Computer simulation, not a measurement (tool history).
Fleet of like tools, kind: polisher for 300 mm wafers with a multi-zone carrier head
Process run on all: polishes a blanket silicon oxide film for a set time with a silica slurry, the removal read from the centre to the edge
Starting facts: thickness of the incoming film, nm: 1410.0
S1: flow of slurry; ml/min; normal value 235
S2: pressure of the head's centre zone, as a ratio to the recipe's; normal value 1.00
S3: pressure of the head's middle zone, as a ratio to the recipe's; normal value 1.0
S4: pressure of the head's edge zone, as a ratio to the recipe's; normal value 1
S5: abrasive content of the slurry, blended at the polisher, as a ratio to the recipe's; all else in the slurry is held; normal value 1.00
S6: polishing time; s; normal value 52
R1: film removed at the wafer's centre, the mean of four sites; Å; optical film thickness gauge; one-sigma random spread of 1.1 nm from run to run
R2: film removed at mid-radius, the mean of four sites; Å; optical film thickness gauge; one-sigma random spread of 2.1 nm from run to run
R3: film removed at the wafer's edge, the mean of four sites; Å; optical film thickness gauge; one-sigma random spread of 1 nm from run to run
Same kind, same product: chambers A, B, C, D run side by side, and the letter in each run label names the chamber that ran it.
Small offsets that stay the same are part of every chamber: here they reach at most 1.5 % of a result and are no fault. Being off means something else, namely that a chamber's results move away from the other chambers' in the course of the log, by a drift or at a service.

run	hour	S1	S2	S3	S4	S5	S6	R1	R2	R3
1C	15.3	235	1.00	1.0	1	1.00	52	1646.8	1601.2	1649.5
2D	26.3	235	1.00	1.0	1	1.00	52	1648.3	1649.5	1642.2
# hour 30.8: chamber D: worn pad replaced by a new one
# hour 31.8: chamber A: worn pad replaced by a new one
3B	34.6	235	1.00	1.0	1	1.00	52	1644.6	1643.7	1654.1
4A	45.6	235	1.00	1.0	1	1.00	52	1607.8	1624.4	1658.0
# hour 55.6: chamber C: edge zone pressure recalibrated
5A	57.2	235	1.00	1.0	1	1.00	52	1643.7	1629.9	1640.5
# hour 59.9: chamber C: worn pad replaced by a new one
# hour 62.0: chamber B: edge zone pressure recalibrated
6D	66.9	235	1.00	1.0	1	1.00	52	1629.3	1680.9	1650.9
# hour 72.9: chamber B: worn pad replaced by a new one
7B	82.5	235	0.90	1.0	1	0.75	52	1284.9	1477.8	1449.4
8C	93.4	235	0.90	1.0	1	0.75	52	1281.6	1415.9	1439.1
9D	100.5	235	0.90	1.0	1	0.75	52	1260.2	1447.5	1418.3
# hour 106.1: chamber D: worn pad replaced by a new one
# hour 106.5: chamber A: worn pad replaced by a new one
10B	109.2	235	0.90	1.0	1	0.75	52	1278.8	1458.3	1444.6
11C	117.9	235	1.00	1.0	1	1.00	52	1657.7	1653.4	1644.5
12A	133.0	235	1.00	1.0	1	1.00	52	1643.5	1676.7	1643.5
# hour 137.2: chamber C: worn pad replaced by a new one
13D	145.8	235	1.00	1.0	1	1.00	52	1645.1	1635.7	1637.6
# hour 148.3: chamber B: worn pad replaced by a new one
14B	156.4	235	0.93	1.1	1	1.00	52	1517.5	1819.0	1637.6
# hour 164.5: chamber B: centre zone pressure recalibrated
# hour 166.4: chamber B: slurry nozzle cleaned
15C	170.6	235	0.93	1.1	1	1.00	52	1545.3	1791.0	1657.1
16A	181.5	235	0.93	1.1	1	1.00	52	1503.7	1801.4	1657.1
# hour 182.9: chamber A: worn pad replaced by a new one
# hour 188.8: chamber D: worn pad replaced by a new one
17C	191.3	235	0.93	1.1	1	1.00	52	1508.4	1823.3	1649.4
18B	204.6	235	1.00	1.0	1	1.00	52	1641.2	1690.6	1675.9
19D	212.3	265	1.00	1.0	1	0.70	52	1396.9	1400.2	1384.6
# hour 215.0: chamber C: centre zone pressure recalibrated
# hour 218.4: chamber C: worn pad replaced by a new one
20A	220.9	265	1.00	1.0	1	0.70	52	1400.0	1426.2	1404.9
21C	232.0	265	1.00	1.0	1	0.70	52	1422.4	1399.5	1413.3
# hour 237.7: chamber B: worn pad replaced by a new one
22B	239.6	265	1.00	1.0	1	0.70	52	1422.4	1416.7	1411.1
23A	247.6	235	1.00	1.0	1	1.00	52	1628.3	1679.5	1639.3
# hour 254.5: chamber A: slurry nozzle cleaned
24D	262.2	235	1.00	1.0	1	1.00	52	1640.2	1616.8	1629.3
# hour 268.1: chamber A: worn pad replaced by a new one
# hour 268.7: chamber D: worn pad replaced by a new one
25A	275.3	235	1.00	1.0	1	1.00	52	1633.1	1661.6	1652.7
26C	290.5	235	1.00	1.0	1	1.00	52	1641.8	1607.7	1649.6
27D	301.8	235	1.00	1.0	1	1.00	52	1641.6	1661.1	1653.1
# hour 309.1: chamber C: worn pad replaced by a new one
28B	312.0	235	1.00	1.0	1	1.00	52	1664.2	1659.1	1656.8
# hour 317.7: chamber B: worn pad replaced by a new one
29D	324.7	235	1.00	1.0	1	1.00	52	1652.0	1667.8	1650.6
30C	333.8	235	1.00	1.0	1	1.00	52	1661.8	1654.9	1657.0
# hour 341.0: chamber C: slurry nozzle cleaned
# hour 346.1: chamber A: worn pad replaced by a new one
31B	349.3	235	1.00	1.0	1	1.00	52	1647.7	1648.4	1633.6
# hour 355.5: chamber D: worn pad replaced by a new one
32A	364.8	235	1.00	1.0	1	1.00	52	1634.1	1650.0	1662.3
33A	374.5	235	1.00	1.0	1	1.00	52	1636.3	1688.9	1645.4
34D	383.9	235	1.00	1.0	1	1.00	52	1637.8	1667.9	1643.9
# hour 387.7: chamber B: worn pad replaced by a new one
# hour 397.4: chamber C: worn pad replaced by a new one
35C	397.9	235	1.00	1.0	1	1.00	52	1657.9	1678.5	1658.8
36B	410.7	235	1.00	1.0	1	1.00	52	1650.7	1656.0	1674.1

All 4 chambers run these settings next. Forecast each chamber's results:
37A	422.3	235	0.88	1.0	1	1.00	52	?	?	?
37B	422.3	235	0.88	1.0	1	1.00	52	?	?	?
37C	422.3	235	0.88	1.0	1	1.00	52	?	?	?
37D	422.3	235	0.88	1.0	1	1.00	52	?	?	?

run	R1	R2	R3
37A	1402.4	1703.0	1643.5
37B	1431.2	1640.5	1658.2
37C	1445.8	1644.0	1666.9
37D	1424.4	1684.0	1661.9
